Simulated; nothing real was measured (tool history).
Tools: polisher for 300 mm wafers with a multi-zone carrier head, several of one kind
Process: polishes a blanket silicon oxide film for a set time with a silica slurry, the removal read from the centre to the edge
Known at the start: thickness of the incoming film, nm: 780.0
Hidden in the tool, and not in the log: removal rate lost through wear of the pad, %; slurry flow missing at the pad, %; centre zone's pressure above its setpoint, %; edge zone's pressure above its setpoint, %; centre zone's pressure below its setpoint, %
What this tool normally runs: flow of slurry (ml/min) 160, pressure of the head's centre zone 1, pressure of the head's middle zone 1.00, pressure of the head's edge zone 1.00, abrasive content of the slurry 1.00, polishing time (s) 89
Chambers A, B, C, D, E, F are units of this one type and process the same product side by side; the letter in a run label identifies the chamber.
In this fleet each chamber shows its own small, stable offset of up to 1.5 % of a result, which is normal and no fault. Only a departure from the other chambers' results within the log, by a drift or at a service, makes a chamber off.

run	hour	flow of slurry (ml/min)	pressure of the head's centre zone	pressure of the head's middle zone	pressure of the head's edge zone	abrasive content of the slurry	polishing time (s)	wafers polished on this pad	hours since the slurry nozzle was cleaned	hours since the centre zone pressure was calibrated	hours since the edge zone pressure was calibrated	film removed at the wafer's centre (Å)	film removed at mid-radius (Å)	film removed at the wafer's edge (Å)
# hour 1.4: chamber B: worn pad replaced by a new one
# hour 2.9: chamber E: worn pad replaced by a new one
1D	9.9	160	1	1.00	1.00	1.00	89	237	846.4	1354.5	163.3	2262.2	2266.0	2241.3
2B	15.5	160	1	1.00	1.00	1.00	89	127	102.4	137.4	776.7	2283.2	2279.7	2233.0
3C	24.6	160	1	1.00	1.00	1.00	89	329	61.0	447.0	689.4	2279.9	2245.5	2274.6
4A	30.0	160	1	1.00	1.00	1.00	89	446	204.7	145.7	406.3	2233.9	2265.3	2279.1
# hour 30.5: chamber D: centre zone pressure recalibrated
5F	38.1	160	1	1.00	1.00	1.00	89	628	204.9	220.1	113.7	2223.2	2321.3	2324.6
6E	47.4	160	1	1.00	1.00	1.00	89	402	213.9	128.8	576.9	2249.3	2315.9	2323.4
7E	52.2	160	1	1.00	1.00	1.00	89	446	218.7	133.6	581.7	2250.4	2255.4	2331.2
8D	59.6	160	1	1.00	1.00	1.00	89	687	896.1	29.2	213.0	2249.7	2237.8	2254.2
9C	69.7	160	1	1.00	1.00	1.00	89	737	106.1	492.1	734.5	2267.1	2274.6	2190.2
# hour 79.1: chamber A: worn pad replaced by a new one
10F	79.8	160	1	1.00	1.00	1.00	89	1005	246.6	261.8	155.4	2245.1	2248.2	2268.2
11B	84.7	160	1	1.00	1.00	1.00	89	754	171.6	206.6	845.9	2245.3	2234.4	2251.6
# hour 86.6: chamber A: slurry nozzle cleaned
# hour 87.9: chamber C: centre zone pressure recalibrated
12A	92.4	160	1	1.00	1.00	1.00	89	121	5.9	208.1	468.7	2242.0	2265.6	2299.1
# hour 93.4: chamber D: slurry nozzle cleaned
13F	98.2	160	1	1.00	1.00	1.00	89	1172	265.0	280.2	173.8	2227.4	2255.7	2275.5
# hour 99.1: chamber E: worn pad replaced by a new one
# hour 105.2: chamber F: worn pad replaced by a new one
14D	105.7	160	1	1.00	1.00	1.00	89	1104	12.4	75.3	259.1	2257.4	2280.2	2303.1
15A	114.5	160	1	1.00	1.00	1.00	89	321	28.0	230.2	490.8	2302.6	2262.1	2309.9
# hour 118.0: chamber B: worn pad replaced by a new one
16E	120.1	160	1	1.07	1.06	1.00	89	190	286.6	201.5	649.6	2311.9	2461.2	2328.7
17B	130.9	160	1	1.07	1.06	1.00	89	116	217.8	252.8	892.1	2288.6	2439.3	2354.8
# hour 131.0: chamber B: edge zone pressure recalibrated
# hour 132.9: chamber D: worn pad replaced by a new one
18C	138.3	160	1	1.07	1.06	1.00	89	1357	174.7	50.5	803.1	2276.5	2375.5	2328.7
19F	146.9	160	1	1.07	1.06	1.00	89	377	313.7	328.9	222.5	2223.6	2422.2	2270.8
20D	155.1	160	1	1.07	1.06	1.00	89	200	61.8	124.7	308.5	2290.8	2446.0	2378.2
# hour 159.6: chamber E: edge zone pressure recalibrated
21E	164.4	160	1	1.07	1.06	1.00	89	591	330.9	245.8	4.8	2259.5	2434.6	2379.1
# hour 168.9: chamber C: worn pad replaced by a new one
22C	174.5	160	1	1.00	1.00	1.15	89	51	210.9	86.7	839.3	2391.1	2390.5	2368.0
23B	182.8	160	1	1.00	1.00	1.15	89	586	269.7	304.7	51.9	2421.7	2414.1	2374.6
# hour 188.0: chamber A: worn pad replaced by a new one
24A	191.9	160	1	1.00	1.00	1.15	89	35	105.4	307.6	568.2	2405.3	2417.9	2376.0
25F	199.7	160	1	1.00	1.00	1.15	89	855	366.5	381.7	275.3	2410.2	2438.4	2387.5
26C	209.9	160	1	1.00	1.00	1.15	89	371	246.3	122.1	874.7	2411.8	2385.0	2384.4
# hour 210.8: chamber F: slurry nozzle cleaned
# hour 217.6: chamber E: worn pad replaced by a new one
27B	219.7	160	1	1.00	1.00	1.15	89	920	306.6	341.6	88.8	2460.5	2444.1	2380.0
28A	227.6	160	1	1.00	1.00	1.00	89	358	141.1	343.3	603.9	2236.5	2292.2	2265.1
29D	236.8	160	1	1.00	1.00	1.00	89	940	143.5	206.4	390.2	2246.9	2289.9	2278.7
30E	242.8	160	1	1.00	1.00	1.00	89	228	409.3	324.2	83.2	2289.2	2261.9	2288.0
31C	248.1	160	1	0.94	1.00	1.00	89	717	284.5	160.3	912.9	2235.8	2098.4	2288.9
32E	254.1	160	1	0.94	1.00	1.00	89	330	420.6	335.5	94.5	2240.9	2145.2	2272.7
# hour 256.1: chamber B: worn pad replaced by a new one
33D	259.6	160	1	0.94	1.00	1.00	89	1146	166.3	229.2	413.0	2298.9	2114.9	2289.2
# hour 263.4: chamber F: worn pad replaced by a new one
34B	268.1	160	1	0.94	1.00	1.00	89	109	355.0	390.0	137.2	2290.7	2159.5	2265.7
35A	273.5	160	1	0.94	1.00	1.00	89	773	187.0	389.2	649.8	2294.5	2139.9	2244.0
# hour 276.1: chamber D: worn pad replaced by a new one
36F	279.4	160	1	0.94	1.00	1.00	89	145	68.6	461.4	355.0	2290.1	2104.3	2343.2
37D	285.0	160	1	1.00	1.00	1.00	89	81	191.7	254.6	438.4	2276.8	2252.7	2278.8
38B	295.5	160	1	1.00	1.00	1.00	89	357	382.4	417.4	164.6	2243.5	2255.9	2258.0
# hour 300.1: chamber A: worn pad replaced by a new one
39F	302.9	160	1	1.00	1.00	1.00	89	357	92.1	484.9	378.5	2250.7	2271.5	2260.1
40E	309.3	160	1	1.00	1.00	1.00	89	830	475.8	390.7	149.7	2297.8	2264.4	2253.7
41A	318.6	160	1	0.90	1.00	1.00	89	167	232.1	434.3	694.9	2250.9	2036.8	2328.6

Does one chamber stand apart from the rest, does the shared gauge drift, or is all well apart from small per-chamber offsets? Give the chamber and the most likely cause, where there is one.

No chamber is off and the gauge is stable; the differences are just each chamber's small, constant offset.
